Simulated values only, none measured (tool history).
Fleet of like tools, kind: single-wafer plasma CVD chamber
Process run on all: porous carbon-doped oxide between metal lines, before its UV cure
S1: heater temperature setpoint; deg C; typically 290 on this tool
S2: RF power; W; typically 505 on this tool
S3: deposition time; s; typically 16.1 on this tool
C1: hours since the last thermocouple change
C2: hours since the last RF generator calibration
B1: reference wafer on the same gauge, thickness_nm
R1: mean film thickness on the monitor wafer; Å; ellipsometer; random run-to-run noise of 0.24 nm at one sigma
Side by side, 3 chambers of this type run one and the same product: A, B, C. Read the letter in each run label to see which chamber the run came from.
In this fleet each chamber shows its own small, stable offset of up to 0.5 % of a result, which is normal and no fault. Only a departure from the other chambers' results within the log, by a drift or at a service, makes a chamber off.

run   hour   S1   S2    S3      C1      C2      B1       R1
 1C    8.6  290  505  16.1   265.9  1118.2  102.39   946.07
 2A   14.2  290  505  16.1   829.1   521.2  102.49   953.62
 3B   24.4  290  505  16.1   813.6  1102.2  102.50   946.04
 4A   33.1  290  505  16.1   848.0   540.1  102.54   951.36
 5B   38.4  290  505  16.1   827.6  1116.2  102.49   945.96
 6C   47.2  290  505  16.1   304.5  1156.8  102.44   949.08
 7C   51.9  290  505  16.1   309.2  1161.5  102.55   945.33
      56.4  -- chamber B: RF generator calibrated
 8A   60.4  290  505  16.1   875.3   567.4  102.46   950.60
 9B   68.7  290  505  16.1   857.9    12.3  102.54   947.32
10A   76.0  290  505  16.1   890.9   583.0  102.52   955.32
11C   84.0  290  505  16.1   341.3  1193.6  102.52   948.49
12B   94.3  290  505  16.1   883.5    37.9  102.58   945.60
13A  102.4  290  505  16.1   917.3   609.4  102.45   952.06
14B  112.3  290  505  16.1   901.5    55.9  102.52   940.98
15C  120.8  275  605  16.1   378.1  1230.4  102.54  1173.70
16C  128.9  275  605  16.1   386.2  1238.5  102.49  1176.20
17B  134.1  275  605  16.1   923.3    77.7  102.41  1159.10
18A  138.8  290  505  16.1   953.7   645.8  102.44   953.08
19B  144.7  290  505  16.1   933.9    88.3  102.49   937.69
20C  151.0  290  505  16.1   408.3  1260.6  102.47   945.48
21A  155.4  290  505  16.1   970.3   662.4  102.48   948.78
22A  162.3  290  505  16.1   977.2   669.3  102.53   953.14
23C  166.9  290  505  16.1   424.2  1276.5  102.46   949.55
24B  176.4  290  505  16.1   965.6   120.0  102.47   941.04
25B  185.2  290  505  16.1   974.4   128.8  102.46   940.10
26A  193.9  290  505  16.1  1008.8   700.9  102.51   949.17
27C  200.1  290  585  16.1   457.4  1309.7  102.56  1044.30
28A  209.4  290  585  16.1  1024.3   716.4  102.47  1046.70
29C  218.0  290  585  16.1   475.3  1327.6  102.47  1042.00
30B  227.2  290  505  16.1  1016.4   170.8  102.51   932.88
31A  236.0  290  505  16.1  1050.9   743.0  102.50   954.60

All chambers now run identical settings, listed one chamber a line with results as question marks. What results will each chamber show?
32A  243.4  290  460  16.1               ?
32B  243.4  290  460  16.1               ?
32C  243.4  290  460  16.1               ?

run      R1
32A  893.09
32B  873.62
32C  891.58
